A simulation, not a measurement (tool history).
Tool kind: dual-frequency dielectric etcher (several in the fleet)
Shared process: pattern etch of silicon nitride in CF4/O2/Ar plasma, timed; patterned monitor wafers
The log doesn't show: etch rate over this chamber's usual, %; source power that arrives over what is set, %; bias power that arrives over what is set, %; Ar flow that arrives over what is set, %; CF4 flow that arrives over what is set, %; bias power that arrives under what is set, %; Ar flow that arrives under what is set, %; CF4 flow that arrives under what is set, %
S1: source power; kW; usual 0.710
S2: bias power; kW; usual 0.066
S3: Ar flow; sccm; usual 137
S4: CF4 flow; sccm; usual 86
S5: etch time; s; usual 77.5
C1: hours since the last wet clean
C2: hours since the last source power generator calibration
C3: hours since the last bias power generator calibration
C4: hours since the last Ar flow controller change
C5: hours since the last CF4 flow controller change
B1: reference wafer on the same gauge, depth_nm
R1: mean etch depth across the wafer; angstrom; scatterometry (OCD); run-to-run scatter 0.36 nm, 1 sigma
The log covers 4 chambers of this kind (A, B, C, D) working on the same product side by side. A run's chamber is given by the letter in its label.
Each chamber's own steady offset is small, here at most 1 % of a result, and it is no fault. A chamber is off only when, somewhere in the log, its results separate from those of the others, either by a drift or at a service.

Run 1A, hour 5.7: usual settings; C1 199.7; C2 1927.4; C3 2086.4; C4 3559.8; C5 3034.3; B1 242.05. Result: R1 2089.7 angstrom.
Run 2D, hour 13.1: usual settings; C1 202.9; C2 2146.3; C3 3425.8; C4 31.9; C5 2422.4; B1 242.24. Result: R1 2096.6 angstrom.
At hour 17.7: chamber A: bias power generator calibrated.
Run 3C, hour 17.8: usual settings; C1 102.0; C2 2369.8; C3 1197.7; C4 3015.5; C5 1460.7; B1 242.25. Result: R1 2102.6 angstrom.
Run 4B, hour 22.5: usual settings; C1 381.8; C2 211.2; C3 1231.4; C4 1704.2; C5 2170.4; B1 242.13. Result: R1 2101.3 angstrom.
Run 5B, hour 27.6: usual settings; C1 386.9; C2 216.3; C3 1236.5; C4 1709.3; C5 2175.5; B1 242.24. Result: R1 2104.6 angstrom.
Run 6A, hour 32.4: usual settings; C1 226.4; C2 1954.1; C3 14.8; C4 3586.5; C5 3061.0; B1 242.16. Result: R1 2095.7 angstrom.
Run 7D, hour 37.1: usual settings; C1 226.9; C2 2170.3; C3 3449.8; C4 55.9; C5 2446.4; B1 242.37. Result: R1 2099.1 angstrom.
Run 8C, hour 40.4: usual settings; C1 124.6; C2 2392.4; C3 1220.3; C4 3038.1; C5 1483.3; B1 242.49. Result: R1 2098.1 angstrom.
At hour 41.2: chamber A: CF4 flow controller replaced.
Run 9B, hour 46.3: usual settings but S5 64.0 s; C1 405.6; C2 235.0; C3 1255.2; C4 1728.0; C5 2194.2; B1 242.33. Result: R1 1739.8 angstrom.
Run 10D, hour 52.6: usual settings but S5 64.0 s; C1 242.4; C2 2185.8; C3 3465.3; C4 71.4; C5 2461.9; B1 242.37. Result: R1 1736.8 angstrom.
Run 11A, hour 59.9: usual settings but S5 64.0 s; C1 253.9; C2 1981.6; C3 42.3; C4 3614.0; C5 18.7; B1 242.62. Result: R1 1734.3 angstrom.
Run 12C, hour 66.1: usual settings but S5 64.0 s; C1 150.3; C2 2418.1; C3 1246.0; C4 3063.8; C5 1509.0; B1 242.61. Result: R1 1734.6 angstrom.
Run 13A, hour 73.2: usual settings but S2 0.076 kW; C1 267.2; C2 1994.9; C3 55.6; C4 3627.3; C5 32.0; B1 242.72. Result: R1 2220.2 angstrom.
Run 14C, hour 80.8: usual settings but S2 0.076 kW; C1 165.0; C2 2432.8; C3 1260.7; C4 3078.5; C5 1523.7; B1 242.88. Result: R1 2236.6 angstrom.
Run 15D, hour 85.4: usual settings but S2 0.076 kW; C1 275.2; C2 2218.6; C3 3498.1; C4 104.2; C5 2494.7; B1 242.80. Result: R1 2230.0 angstrom.
Run 16B, hour 89.4: usual settings but S2 0.076 kW; C1 448.7; C2 278.1; C3 1298.3; C4 1771.1; C5 2237.3; B1 242.85. Result: R1 2233.0 angstrom.
Run 17D, hour 93.2: usual settings; C1 283.0; C2 2226.4; C3 3505.9; C4 112.0; C5 2502.5; B1 242.97. Result: R1 2103.9 angstrom.
Run 18C, hour 99.2: usual settings; C1 183.4; C2 2451.2; C3 1279.1; C4 3096.9; C5 1542.1; B1 242.96. Result: R1 2107.2 angstrom.
Run 19B, hour 103.4: usual settings; C1 462.7; C2 292.1; C3 1312.3; C4 1785.1; C5 2251.3; B1 243.06. Result: R1 2116.3 angstrom.
Run 20A, hour 109.2: usual settings; C1 303.2; C2 2030.9; C3 91.6; C4 3663.3; C5 68.0; B1 243.09. Result: R1 2103.3 angstrom.
Run 21D, hour 114.4: usual settings; C1 304.2; C2 2247.6; C3 3527.1; C4 133.2; C5 2523.7; B1 243.16. Result: R1 2102.5 angstrom.
Run 22C, hour 118.2: usual settings; C1 202.4; C2 2470.2; C3 1298.1; C4 3115.9; C5 1561.1; B1 243.04. Result: R1 2108.0 angstrom.
Run 23A, hour 122.8: usual settings but S1 0.650 kW, S2 0.059 kW; C1 316.8; C2 2044.5; C3 105.2; C4 3676.9; C5 81.6; B1 243.19. Result: R1 1861.1 angstrom.
Run 24B, hour 128.0: usual settings but S1 0.650 kW, S2 0.059 kW; C1 487.3; C2 316.7; C3 1336.9; C4 1809.7; C5 2275.9; B1 243.13. Result: R1 1879.8 angstrom.
At hour 131.9: chamber B: wet clean of the chamber.
Run 25C, hour 134.4: usual settings but S1 0.650 kW, S2 0.059 kW; C1 218.6; C2 2486.4; C3 1314.3; C4 3132.1; C5 1577.3; B1 243.37. Result: R1 1873.1 angstrom.
Run 26B, hour 139.1: usual settings but S1 0.650 kW, S2 0.059 kW; C1 7.2; C2 327.8; C3 1348.0; C4 1820.8; C5 2287.0; B1 243.51. Result: R1 1876.4 angstrom.
Run 27A, hour 144.2: usual settings but S1 0.790 kW; C1 338.2; C2 2065.9; C3 126.6; C4 3698.3; C5 103.0; B1 243.52. Result: R1 2304.0 angstrom.
Run 28D, hour 149.9: usual settings but S1 0.790 kW; C1 339.7; C2 2283.1; C3 3562.6; C4 168.7; C5 2559.2; B1 243.44. Result: R1 2308.0 angstrom.
Run 29C, hour 156.0: usual settings but S1 0.790 kW; C1 240.2; C2 2508.0; C3 1335.9; C4 3153.7; C5 1598.9; B1 243.58. Result: R1 2309.7 angstrom.
Run 30B, hour 161.9: usual settings but S1 0.790 kW; C1 30.0; C2 350.6; C3 1370.8; C4 1843.6; C5 2309.8; B1 243.65. Result: R1 2331.4 angstrom.
Run 31D, hour 168.5: usual settings; C1 358.3; C2 2301.7; C3 3581.2; C4 187.3; C5 2577.8; B1 243.63. Result: R1 2115.3 angstrom.

For the next run the whole fleet of 4 chambers uses the same settings. Give each chamber's results:
Run 32A, hour 174.0: usual settings. Result: R1 ?.
Run 32B, hour 174.0: usual settings. Result: R1 ?.
Run 32C, hour 174.0: usual settings. Result: R1 ?.
Run 32D, hour 174.0: usual settings. Result: R1 ?.

run      R1
32A  2103.2
32B  2116.3
32C  2111.8
32D  2116.9
